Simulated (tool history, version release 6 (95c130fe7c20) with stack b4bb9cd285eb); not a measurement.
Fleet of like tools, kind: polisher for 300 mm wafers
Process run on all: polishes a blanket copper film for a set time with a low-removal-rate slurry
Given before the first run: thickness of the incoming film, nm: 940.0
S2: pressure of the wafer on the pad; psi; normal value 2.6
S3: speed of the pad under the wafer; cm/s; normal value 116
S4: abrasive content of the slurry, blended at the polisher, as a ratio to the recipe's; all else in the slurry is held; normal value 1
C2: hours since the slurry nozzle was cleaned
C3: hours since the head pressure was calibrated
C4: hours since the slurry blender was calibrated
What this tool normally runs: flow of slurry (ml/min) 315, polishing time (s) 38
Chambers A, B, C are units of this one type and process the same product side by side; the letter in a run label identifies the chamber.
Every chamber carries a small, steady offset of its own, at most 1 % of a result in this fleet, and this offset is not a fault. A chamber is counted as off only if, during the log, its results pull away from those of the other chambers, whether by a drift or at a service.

{"run": "1B", "hour": 10.2, "flow of slurry (ml/min)": 315, "S2": 2.6, "S3": 116, "S4": 1, "polishing time (s)": 38, "wafers polished on this pad": 122, "C2": 150.0, "C3": 1009.7, "C4": 226.7, "film removed (angstrom)": 1219.0}
{"hour": 10.4, "done": "chamber C: slurry blender recalibrated"}
{"hour": 11.5, "done": "chamber A: slurry blender recalibrated"}
{"run": "2C", "hour": 16.5, "flow of slurry (ml/min)": 315, "S2": 2.6, "S3": 116, "S4": 1, "polishing time (s)": 38, "wafers polished on this pad": 558, "C2": 264.2, "C3": 592.9, "C4": 6.1, "film removed (angstrom)": 1232.5}
{"run": "3A", "hour": 27.5, "flow of slurry (ml/min)": 315, "S2": 2.6, "S3": 116, "S4": 1, "polishing time (s)": 38, "wafers polished on this pad": 1350, "C2": 88.2, "C3": 488.5, "C4": 16.0, "film removed (angstrom)": 1211.2}
{"run": "4A", "hour": 40.3, "flow of slurry (ml/min)": 315, "S2": 2.6, "S3": 116, "S4": 1, "polishing time (s)": 38, "wafers polished on this pad": 1462, "C2": 101.0, "C3": 501.3, "C4": 28.8, "film removed (angstrom)": 1210.6}
{"hour": 41.7, "done": "chamber A: worn pad replaced by a new one"}
{"run": "5B", "hour": 52.4, "flow of slurry (ml/min)": 315, "S2": 2.6, "S3": 152, "S4": 1, "polishing time (s)": 38, "wafers polished on this pad": 492, "C2": 192.2, "C3": 1051.9, "C4": 268.9, "film removed (angstrom)": 1585.7}
{"run": "6C", "hour": 65.5, "flow of slurry (ml/min)": 315, "S2": 2.6, "S3": 152, "S4": 1, "polishing time (s)": 38, "wafers polished on this pad": 988, "C2": 313.2, "C3": 641.9, "C4": 55.1, "film removed (angstrom)": 1594.7}
{"run": "7B", "hour": 71.8, "flow of slurry (ml/min)": 315, "S2": 2.6, "S3": 152, "S4": 1, "polishing time (s)": 38, "wafers polished on this pad": 662, "C2": 211.6, "C3": 1071.3, "C4": 288.3, "film removed (angstrom)": 1603.4}
{"run": "8A", "hour": 83.8, "flow of slurry (ml/min)": 315, "S2": 2.6, "S3": 116, "S4": 1, "polishing time (s)": 38, "wafers polished on this pad": 368, "C2": 144.5, "C3": 544.8, "C4": 72.3, "film removed (angstrom)": 1209.6}
{"run": "9C", "hour": 93.9, "flow of slurry (ml/min)": 315, "S2": 2.6, "S3": 116, "S4": 1, "polishing time (s)": 38, "wafers polished on this pad": 1236, "C2": 341.6, "C3": 670.3, "C4": 83.5, "film removed (angstrom)": 1192.4}
{"run": "10C", "hour": 100.6, "flow of slurry (ml/min)": 315, "S2": 2.6, "S3": 116, "S4": 1, "polishing time (s)": 38, "wafers polished on this pad": 1295, "C2": 348.3, "C3": 677.0, "C4": 90.2, "film removed (angstrom)": 1202.7}
{"hour": 102.7, "done": "chamber B: worn pad replaced by a new one"}
{"run": "11B", "hour": 108.7, "flow of slurry (ml/min)": 315, "S2": 2.6, "S3": 116, "S4": 1, "polishing time (s)": 38, "wafers polished on this pad": 53, "C2": 248.5, "C3": 1108.2, "C4": 325.2, "film removed (angstrom)": 1224.5}
{"run": "12A", "hour": 116.7, "flow of slurry (ml/min)": 315, "S2": 2.6, "S3": 116, "S4": 1, "polishing time (s)": 38, "wafers polished on this pad": 656, "C2": 177.4, "C3": 577.7, "C4": 105.2, "film removed (angstrom)": 1206.9}
{"run": "13B", "hour": 124.9, "flow of slurry (ml/min)": 315, "S2": 2.6, "S3": 116, "S4": 1, "polishing time (s)": 38, "wafers polished on this pad": 195, "C2": 264.7, "C3": 1124.4, "C4": 341.4, "film removed (angstrom)": 1240.6}
{"run": "14C", "hour": 135.5, "flow of slurry (ml/min)": 315, "S2": 2.6, "S3": 116, "S4": 1, "polishing time (s)": 44, "wafers polished on this pad": 1601, "C2": 383.2, "C3": 711.9, "C4": 125.1, "film removed (angstrom)": 1354.7}
{"run": "15A", "hour": 145.1, "flow of slurry (ml/min)": 315, "S2": 2.6, "S3": 116, "S4": 1, "polishing time (s)": 44, "wafers polished on this pad": 905, "C2": 205.8, "C3": 606.1, "C4": 133.6, "film removed (angstrom)": 1405.9}
{"run": "16A", "hour": 156.4, "flow of slurry (ml/min)": 315, "S2": 2.6, "S3": 116, "S4": 1, "polishing time (s)": 44, "wafers polished on this pad": 1004, "C2": 217.1, "C3": 617.4, "C4": 144.9, "film removed (angstrom)": 1406.5}
{"hour": 162.3, "done": "chamber B: slurry blender recalibrated"}
{"run": "17C", "hour": 165.0, "flow of slurry (ml/min)": 355, "S2": 2.3, "S3": 116, "S4": 1, "polishing time (s)": 38, "wafers polished on this pad": 1859, "C2": 412.7, "C3": 741.4, "C4": 154.6, "film removed (angstrom)": 1028.1}
{"hour": 171.4, "done": "chamber C: slurry nozzle cleaned"}
{"run": "18B", "hour": 173.9, "flow of slurry (ml/min)": 355, "S2": 2.3, "S3": 116, "S4": 1, "polishing time (s)": 38, "wafers polished on this pad": 624, "C2": 313.7, "C3": 1173.4, "C4": 11.7, "film removed (angstrom)": 1098.4}
{"run": "19B", "hour": 182.2, "flow of slurry (ml/min)": 355, "S2": 2.3, "S3": 116, "S4": 1, "polishing time (s)": 38, "wafers polished on this pad": 696, "C2": 322.0, "C3": 1181.7, "C4": 20.0, "film removed (angstrom)": 1100.4}
{"run": "20A", "hour": 188.6, "flow of slurry (ml/min)": 315, "S2": 2.6, "S3": 116, "S4": 1, "polishing time (s)": 38, "wafers polished on this pad": 1286, "C2": 249.3, "C3": 649.6, "C4": 177.1, "film removed (angstrom)": 1204.8}
{"run": "21C", "hour": 198.0, "flow of slurry (ml/min)": 315, "S2": 2.6, "S3": 116, "S4": 1, "polishing time (s)": 38, "wafers polished on this pad": 2148, "C2": 26.7, "C3": 774.4, "C4": 187.6, "film removed (angstrom)": 1105.7}
{"run": "22C", "hour": 208.3, "flow of slurry (ml/min)": 315, "S2": 2.6, "S3": 116, "S4": 1, "polishing time (s)": 38, "wafers polished on this pad": 2238, "C2": 37.0, "C3": 784.7, "C4": 197.9, "film removed (angstrom)": 1122.8}

The same settings go to every chamber for the next run, one line per chamber below. Forecast the results for each:
{"run": "23A", "hour": 218.1, "flow of slurry (ml/min)": 315, "S2": 2.6, "S3": 78, "S4": 1, "polishing time (s)": 38, "film removed (angstrom)": "?"}
{"run": "23B", "hour": 218.1, "flow of slurry (ml/min)": 315, "S2": 2.6, "S3": 78, "S4": 1, "polishing time (s)": 38, "film removed (angstrom)": "?"}
{"run": "23C", "hour": 218.1, "flow of slurry (ml/min)": 315, "S2": 2.6, "S3": 78, "S4": 1, "polishing time (s)": 38, "film removed (angstrom)": "?"}

run=23A film_removed_(angstrom)=805.28
run=23B film_removed_(angstrom)=817.94
run=23C film_removed_(angstrom)=738.52
